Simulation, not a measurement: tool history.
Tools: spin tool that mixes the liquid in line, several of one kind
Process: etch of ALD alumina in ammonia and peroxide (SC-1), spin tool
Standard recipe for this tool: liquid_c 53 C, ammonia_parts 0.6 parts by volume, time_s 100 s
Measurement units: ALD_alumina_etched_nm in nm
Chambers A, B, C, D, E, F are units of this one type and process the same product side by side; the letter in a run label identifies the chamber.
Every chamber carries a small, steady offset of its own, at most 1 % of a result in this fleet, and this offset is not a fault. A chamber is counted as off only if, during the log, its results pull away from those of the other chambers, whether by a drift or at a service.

run	hour	liquid_c	ammonia_parts	time_s	hours since the thermometer was replaced	hours since the ammonia flow meter was replaced	hours since the heated supply line was repaired	hours since the drum of ammonia solution was connected	read-back film thickness of the ALD alumina reference wafer, read on the same gauge (nm)	ALD_alumina_etched_nm
1F	14.6	53	0.6	100	1709.2	471.5	1351.0	439.5	80.028	7.0092
2C	24.4	53	0.6	100	1329.2	1181.5	632.4	216.0	79.967	6.9300
# hour 29.0: chamber B: thermometer replaced
3E	32.7	53	0.6	100	1521.5	329.1	792.1	231.6	80.031	7.0257
4B	46.4	53	0.6	100	17.4	651.9	1601.7	49.6	80.004	6.9938
5D	54.1	53	0.6	125	845.4	204.8	1887.4	104.5	80.010	8.6859
6A	65.0	53	0.6	125	237.4	467.1	1067.3	321.3	79.993	8.8666
# hour 71.7: chamber F: new drum of ammonia solution connected
7A	72.9	53	0.6	125	245.3	475.0	1075.2	329.2	79.986	8.7033
8C	81.0	53	0.6	125	1385.8	1238.1	689.0	272.6	79.986	8.6108
9B	96.1	53	0.6	125	67.1	701.6	1651.4	99.3	80.004	8.6440
10F	106.1	53	0.6	125	1800.7	563.0	1442.5	34.5	80.014	8.8884
11D	121.2	53	0.6	100	912.5	271.9	1954.5	171.6	80.023	6.9993
12E	128.0	53	0.6	100	1616.8	424.4	887.4	326.9	79.975	7.0445
13D	142.1	53	0.6	100	933.4	292.8	1975.4	192.5	80.016	6.9838
14A	152.1	53	0.6	100	324.5	554.2	1154.4	408.4	80.023	7.0385
15E	164.7	53	0.6	100	1653.5	461.1	924.1	363.6	80.043	7.0005
16C	173.0	53	0.6	100	1477.8	1330.1	781.0	364.6	79.994	6.8804
17F	184.2	53	0.6	100	1878.8	641.1	1520.6	112.6	80.035	7.1476
# hour 185.0: chamber D: new drum of ammonia solution connected
# hour 190.2: chamber F: ammonia flow meter replaced
18B	193.1	53	0.6	100	164.1	798.6	1748.4	196.3	79.994	6.9863
19D	201.2	53	0.6	100	992.5	351.9	2034.5	16.3	79.986	7.0270
# hour 212.4: chamber E: ammonia flow meter replaced
20F	215.9	53	0.6	100	1910.5	25.8	1552.3	144.3	79.997	7.0607
# hour 220.4: chamber F: thermometer replaced
21C	227.9	53	0.7	120	1532.7	1385.0	835.9	419.5	80.011	8.5186
22E	239.2	53	0.7	120	1728.0	26.9	998.6	438.1	79.960	8.6224
23B	247.6	53	0.7	120	218.6	853.1	1802.9	250.8	79.997	8.4850
24A	254.9	53	0.7	120	427.3	657.0	1257.2	511.2	79.990	8.2817
25C	270.1	53	0.7	120	1574.9	1427.2	878.1	461.7	79.983	8.4456
26B	282.5	53	0.7	120	253.5	888.0	1837.8	285.7	80.004	8.5419
# hour 283.5: chamber C: heated supply line repaired
# hour 291.1: chamber B: heated supply line repaired
27A	294.7	53	0.6	100	467.1	696.8	1297.0	551.0	79.969	6.7753
28E	307.5	53	0.6	100	1796.3	95.2	1066.9	506.4	80.011	6.9837
29F	314.8	53	0.6	100	94.5	124.7	1651.2	243.2	79.986	7.0536
30D	324.9	53	0.6	100	1116.2	475.6	2158.2	140.0	79.975	6.9981
31A	338.4	53	0.6	100	510.8	740.5	1340.7	594.7	80.018	6.7358
# hour 339.2: chamber B: ammonia flow meter replaced
32F	351.5	53	0.6	100	131.2	161.4	1687.9	279.9	79.995	7.0036
# hour 356.2: chamber E: thermometer replaced
33E	359.0	53	0.6	100	2.9	146.7	1118.4	557.9	79.944	7.0236
34D	368.1	53	0.6	100	1159.4	518.8	2201.4	183.2	80.034	6.9887
35B	376.0	53	0.6	100	347.0	36.9	85.0	379.2	80.018	7.0268
36C	384.9	53	0.6	100	1689.7	1542.0	101.4	576.5	80.007	7.0814

Next, all 6 chambers run the settings below, one line each with question marks for the results. What does each chamber give?
37A	395.8	53	0.6	140						?
37B	395.8	53	0.6	140						?
37C	395.8	53	0.6	140						?
37D	395.8	53	0.6	140						?
37E	395.8	53	0.6	140						?
37F	395.8	53	0.6	140						?

run	ALD_alumina_etched_nm
37A	9.2995
37B	9.7609
37C	9.9342
37D	9.8039
37E	9.8624
37F	9.8604
